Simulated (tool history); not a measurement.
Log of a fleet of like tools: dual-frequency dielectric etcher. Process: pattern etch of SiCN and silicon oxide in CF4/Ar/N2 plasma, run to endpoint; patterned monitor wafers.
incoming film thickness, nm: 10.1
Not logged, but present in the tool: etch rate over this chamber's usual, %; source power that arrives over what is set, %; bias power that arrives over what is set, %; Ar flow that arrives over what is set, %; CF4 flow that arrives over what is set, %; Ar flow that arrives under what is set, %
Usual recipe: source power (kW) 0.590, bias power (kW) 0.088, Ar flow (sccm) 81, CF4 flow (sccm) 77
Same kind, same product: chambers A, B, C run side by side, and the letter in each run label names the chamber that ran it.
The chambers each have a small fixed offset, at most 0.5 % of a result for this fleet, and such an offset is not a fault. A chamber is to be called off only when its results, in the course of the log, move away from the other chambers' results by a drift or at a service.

run,hour,source power (kW),bias power (kW),Ar flow (sccm),CF4 flow (sccm),hours since the last wet clean,hours since the last source power generator calibration,hours since the last bias power generator calibration,hours since the last Ar flow controller change,hours since the last CF4 flow controller change,endpoint time (s)
1A,4.3,0.590,0.088,81,77,119.3,1722.3,1995.9,2147.6,3875.3,8.2403
2C,8.5,0.590,0.088,81,77,474.5,153.5,421.5,1870.8,1490.6,8.2185
3B,11.5,0.590,0.088,81,77,276.0,2398.8,112.5,1565.5,485.5,8.2958
4A,15.4,0.590,0.088,81,77,130.4,1733.4,2007.0,2158.7,3886.4,8.3540
5B,18.0,0.590,0.088,81,77,282.5,2405.3,119.0,1572.0,492.0,8.3272
6C,20.5,0.500,0.088,81,77,486.5,165.5,433.5,1882.8,1502.6,9.4752
7B,24.4,0.500,0.088,81,77,288.9,2411.7,125.4,1578.4,498.4,9.5844
8C,28.2,0.500,0.088,81,77,494.2,173.2,441.2,1890.5,1510.3,9.5330
9A,31.2,0.590,0.088,81,77,146.2,1749.2,2022.8,2174.5,3902.2,8.2931
10A,34.9,0.590,0.088,81,77,149.9,1752.9,2026.5,2178.2,3905.9,8.1772
11B,39.0,0.590,0.088,81,77,303.5,2426.3,140.0,1593.0,513.0,8.3216
12C,42.6,0.590,0.088,81,77,508.6,187.6,455.6,1904.9,1524.7,8.2247
13C,44.8,0.590,0.099,81,77,510.8,189.8,457.8,1907.1,1526.9,7.9226
14B,48.6,0.590,0.099,81,77,313.1,2435.9,149.6,1602.6,522.6,8.0740
15A,52.7,0.590,0.099,81,77,167.7,1770.7,2044.3,2196.0,3923.7,8.0066
16B,57.2,0.590,0.088,81,77,321.7,2444.5,158.2,1611.2,531.2,8.2348
17C,61.6,0.590,0.088,81,77,527.6,206.6,474.6,1923.9,1543.7,8.2979
18A,64.8,0.590,0.088,81,77,179.8,1782.8,2056.4,2208.1,3935.8,8.2506
19A,67.2,0.590,0.088,81,59,182.2,1785.2,2058.8,2210.5,3938.2,8.5469
20C,70.4,0.590,0.088,81,59,536.4,215.4,483.4,1932.7,1552.5,8.5987
21B,73.4,0.590,0.088,81,59,337.9,2460.7,174.4,1627.4,547.4,8.5638
22C,76.5,0.590,0.096,81,87,542.5,221.5,489.5,1938.8,1558.6,7.8720
23B,78.7,0.590,0.096,81,87,343.2,2466.0,179.7,1632.7,552.7,7.8801
# hour 81.0: chamber C: wet clean of the chamber
24A,82.5,0.590,0.096,81,87,197.5,1800.5,2074.1,2225.8,3953.5,7.8679
25C,86.1,0.590,0.088,90,68,5.2,231.1,499.1,1948.4,1568.2,8.5094
26B,88.5,0.590,0.088,90,68,353.0,2475.8,189.5,1642.5,562.5,8.5702
27A,90.9,0.590,0.088,90,68,205.9,1808.9,2082.5,2234.2,3961.9,8.6501
28B,93.5,0.590,0.088,81,77,358.0,2480.8,194.5,1647.5,567.5,8.3181
29A,96.3,0.590,0.088,81,77,211.3,1814.3,2087.9,2239.6,3967.3,8.2598
30C,99.7,0.590,0.088,81,77,18.8,244.7,512.7,1962.0,1581.8,8.3062
31C,103.2,0.590,0.081,81,77,22.3,248.2,516.2,1965.5,1585.3,8.4906
32A,105.4,0.590,0.081,81,77,220.4,1823.4,2097.0,2248.7,3976.4,8.5443
33B,109.5,0.590,0.081,81,77,374.0,2496.8,210.5,1663.5,583.5,8.4563
34A,112.0,0.590,0.088,81,61,227.0,1830.0,2103.6,2255.3,3983.0,8.6566
35C,115.9,0.590,0.088,81,61,35.0,260.9,528.9,1978.2,1598.0,8.4959
36B,120.1,0.590,0.088,81,61,384.6,2507.4,221.1,1674.1,594.1,8.5535
37B,122.9,0.590,0.088,81,77,387.4,2510.2,223.9,1676.9,596.9,8.3240
38C,126.6,0.590,0.088,81,77,45.7,271.6,539.6,1988.9,1608.7,8.1177

Each of the 3 chambers runs these same settings next. Fill in every chamber's results:
39A,129.9,0.590,0.099,81,77,,,,,,?
39B,129.9,0.590,0.099,81,77,,,,,,?
39C,129.9,0.590,0.099,81,77,,,,,,?

run,endpoint time (s)
39A,7.9826
39B,8.0827
39C,8.0142

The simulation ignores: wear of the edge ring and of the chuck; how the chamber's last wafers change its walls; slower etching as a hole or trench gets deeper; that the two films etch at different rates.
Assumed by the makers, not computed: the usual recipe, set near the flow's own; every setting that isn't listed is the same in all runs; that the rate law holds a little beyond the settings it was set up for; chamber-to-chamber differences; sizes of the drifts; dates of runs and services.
